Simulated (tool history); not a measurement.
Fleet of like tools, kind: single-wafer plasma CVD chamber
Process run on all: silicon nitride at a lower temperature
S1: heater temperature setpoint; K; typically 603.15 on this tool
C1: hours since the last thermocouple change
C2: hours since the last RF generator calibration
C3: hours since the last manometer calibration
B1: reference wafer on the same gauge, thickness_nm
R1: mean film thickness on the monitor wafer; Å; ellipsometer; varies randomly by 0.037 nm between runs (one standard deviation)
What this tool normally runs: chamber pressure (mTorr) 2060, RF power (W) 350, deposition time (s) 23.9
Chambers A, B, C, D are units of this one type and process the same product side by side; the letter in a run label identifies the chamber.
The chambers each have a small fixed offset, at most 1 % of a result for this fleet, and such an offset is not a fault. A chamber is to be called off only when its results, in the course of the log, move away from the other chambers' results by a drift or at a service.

Run 1B, hour 5.5: usual settings; C1 1780.7; C2 699.9; C3 535.9; B1 28.003. Result: R1 333.47 Å.
Run 2D, hour 10.3: usual settings; C1 524.6; C2 2099.8; C3 1010.7; B1 28.009. Result: R1 338.26 Å.
Run 3C, hour 15.2: usual settings; C1 1984.1; C2 1822.5; C3 1394.1; B1 28.006. Result: R1 335.37 Å.
Run 4A, hour 20.2: usual settings; C1 839.2; C2 1136.5; C3 1640.4; B1 28.006. Result: R1 337.6 Å.
Run 5C, hour 26.3: usual settings; C1 1995.2; C2 1833.6; C3 1405.2; B1 28.02. Result: R1 335.05 Å.
Run 6D, hour 32.9: usual settings; C1 547.2; C2 2122.4; C3 1033.3; B1 28.013. Result: R1 338.46 Å.
Run 7A, hour 38.5: usual settings; C1 857.5; C2 1154.8; C3 1658.7; B1 28.014. Result: R1 336.98 Å.
At hour 39.1: chamber A: RF generator calibrated.
Run 8B, hour 43.9: usual settings; C1 1819.1; C2 738.3; C3 574.3; B1 28.017. Result: R1 332.82 Å.
Run 9D, hour 48.2: usual settings; C1 562.5; C2 2137.7; C3 1048.6; B1 28.026. Result: R1 338.49 Å.
Run 10A, hour 53.4: usual settings; C1 872.4; C2 14.4; C3 1673.6; B1 28.034. Result: R1 337.92 Å.
Run 11C, hour 56.6: usual settings; C1 2025.5; C2 1863.9; C3 1435.5; B1 28.035. Result: R1 335.53 Å.
Run 12B, hour 59.9: usual settings; C1 1835.1; C2 754.3; C3 590.3; B1 28.032. Result: R1 334.57 Å.
Run 13B, hour 66: usual settings; C1 1841.2; C2 760.4; C3 596.4; B1 28.034. Result: R1 334.72 Å.
Run 14C, hour 72.5: usual settings; C1 2041.4; C2 1879.8; C3 1451.4; B1 28.041. Result: R1 336.03 Å.
Run 15A, hour 76.5: usual settings; C1 895.5; C2 37.5; C3 1696.7; B1 28.049. Result: R1 337.45 Å.
Run 16D, hour 80.2: usual settings; C1 594.5; C2 2169.7; C3 1080.6; B1 28.048. Result: R1 338.08 Å.
Run 17D, hour 85.4: usual settings; C1 599.7; C2 2174.9; C3 1085.8; B1 28.042. Result: R1 338.54 Å.
Run 18C, hour 89.6: usual settings; C1 2058.5; C2 1896.9; C3 1468.5; B1 28.046. Result: R1 335.21 Å.
Run 19B, hour 94.2: usual settings; C1 1869.4; C2 788.6; C3 624.6; B1 28.04. Result: R1 333.97 Å.
Run 20A, hour 98.9: usual settings; C1 917.9; C2 59.9; C3 1719.1; B1 28.055. Result: R1 337.93 Å.
Run 21C, hour 102: usual settings; C1 2070.9; C2 1909.3; C3 1480.9; B1 28.059. Result: R1 335.97 Å.
Run 22B, hour 106.7: usual settings but RF power (W) 405; C1 1881.9; C2 801.1; C3 637.1; B1 28.059. Result: R1 366.15 Å.
Run 23D, hour 113.2: usual settings but RF power (W) 405; C1 627.5; C2 2202.7; C3 1113.6; B1 28.064. Result: R1 370.85 Å.
Run 24A, hour 120.3: usual settings but RF power (W) 405; C1 939.3; C2 81.3; C3 1740.5; B1 28.068. Result: R1 371.78 Å.
Run 25C, hour 127.3: usual settings but RF power (W) 405; C1 2096.2; C2 1934.6; C3 1506.2; B1 28.065. Result: R1 367.25 Å.
Run 26A, hour 132.3: usual settings; C1 951.3; C2 93.3; C3 1752.5; B1 28.066. Result: R1 339.26 Å.
Run 27D, hour 135.6: usual settings but deposition time (s) 25.7; C1 649.9; C2 2225.1; C3 1136; B1 28.084. Result: R1 364.64 Å.
Run 28B, hour 139.2: usual settings but deposition time (s) 25.7; C1 1914.4; C2 833.6; C3 669.6; B1 28.083. Result: R1 358.52 Å.
Run 29D, hour 143: usual settings but deposition time (s) 25.7; C1 657.3; C2 2232.5; C3 1143.4; B1 28.076. Result: R1 365.05 Å.
Run 30B, hour 147.3: usual settings but deposition time (s) 25.7; C1 1922.5; C2 841.7; C3 677.7; B1 28.077. Result: R1 359.7 Å.
Run 31C, hour 150.9: usual settings; C1 2119.8; C2 1958.2; C3 1529.8; B1 28.087. Result: R1 335.51 Å.
Run 32A, hour 154.6: usual settings; C1 973.6; C2 115.6; C3 1774.8; B1 28.088. Result: R1 339.6 Å.
Run 33A, hour 160: usual settings; C1 979; C2 121; C3 1780.2; B1 28.093. Result: R1 339.14 Å.
Run 34C, hour 167.1: usual settings; C1 2136; C2 1974.4; C3 1546; B1 28.1. Result: R1 337.56 Å.
Run 35B, hour 170.3: usual settings but RF power (W) 410; C1 1945.5; C2 864.7; C3 700.7; B1 28.093. Result: R1 370.26 Å.
At hour 176.1: chamber D: RF generator calibrated.
Run 36D, hour 176.7: usual settings but RF power (W) 410; C1 691; C2 0.7; C3 1177.1; B1 28.105. Result: R1 374.64 Å.
Run 37B, hour 181.7: usual settings but RF power (W) 410; C1 1956.9; C2 876.1; C3 712.1; B1 28.101. Result: R1 370.75 Å.
Run 38A, hour 187.8: usual settings but RF power (W) 410; C1 1006.8; C2 148.8; C3 1808; B1 28.109. Result: R1 374.78 Å.
Run 39D, hour 193.4: usual settings; C1 707.7; C2 17.4; C3 1193.8; B1 28.103. Result: R1 339.6 Å.
Run 40C, hour 199.6: usual settings; C1 2168.5; C2 2006.9; C3 1578.5; B1 28.101. Result: R1 336.52 Å.
At hour 201.3: chamber C: thermocouple changed; heater temperature recalibrated.
Run 41D, hour 204.7: usual settings; C1 719; C2 28.7; C3 1205.1; B1 28.11. Result: R1 340.14 Å.
Run 42A, hour 208.4: usual settings; C1 1027.4; C2 169.4; C3 1828.6; B1 28.123. Result: R1 339.68 Å.
Run 43B, hour 214.4: usual settings but RF power (W) 410; C1 1989.6; C2 908.8; C3 744.8; B1 28.123. Result: R1 369.27 Å.
Run 44C, hour 218.3: usual settings but RF power (W) 410; C1 17.1; C2 2025.6; C3 1597.2; B1 28.121. Result: R1 370.6 Å.

All 4 chambers run these settings next. Forecast each chamber's results:
Run 45A, hour 223.4: usual settings but S1 599.15 K. Result: R1 ?.
Run 45B, hour 223.4: usual settings but S1 599.15 K. Result: R1 ?.
Run 45C, hour 223.4: usual settings but S1 599.15 K. Result: R1 ?.
Run 45D, hour 223.4: usual settings but S1 599.15 K. Result: R1 ?.

run      R1
45A  340.22
45B  335.37
45C  337.63
45D  340.62

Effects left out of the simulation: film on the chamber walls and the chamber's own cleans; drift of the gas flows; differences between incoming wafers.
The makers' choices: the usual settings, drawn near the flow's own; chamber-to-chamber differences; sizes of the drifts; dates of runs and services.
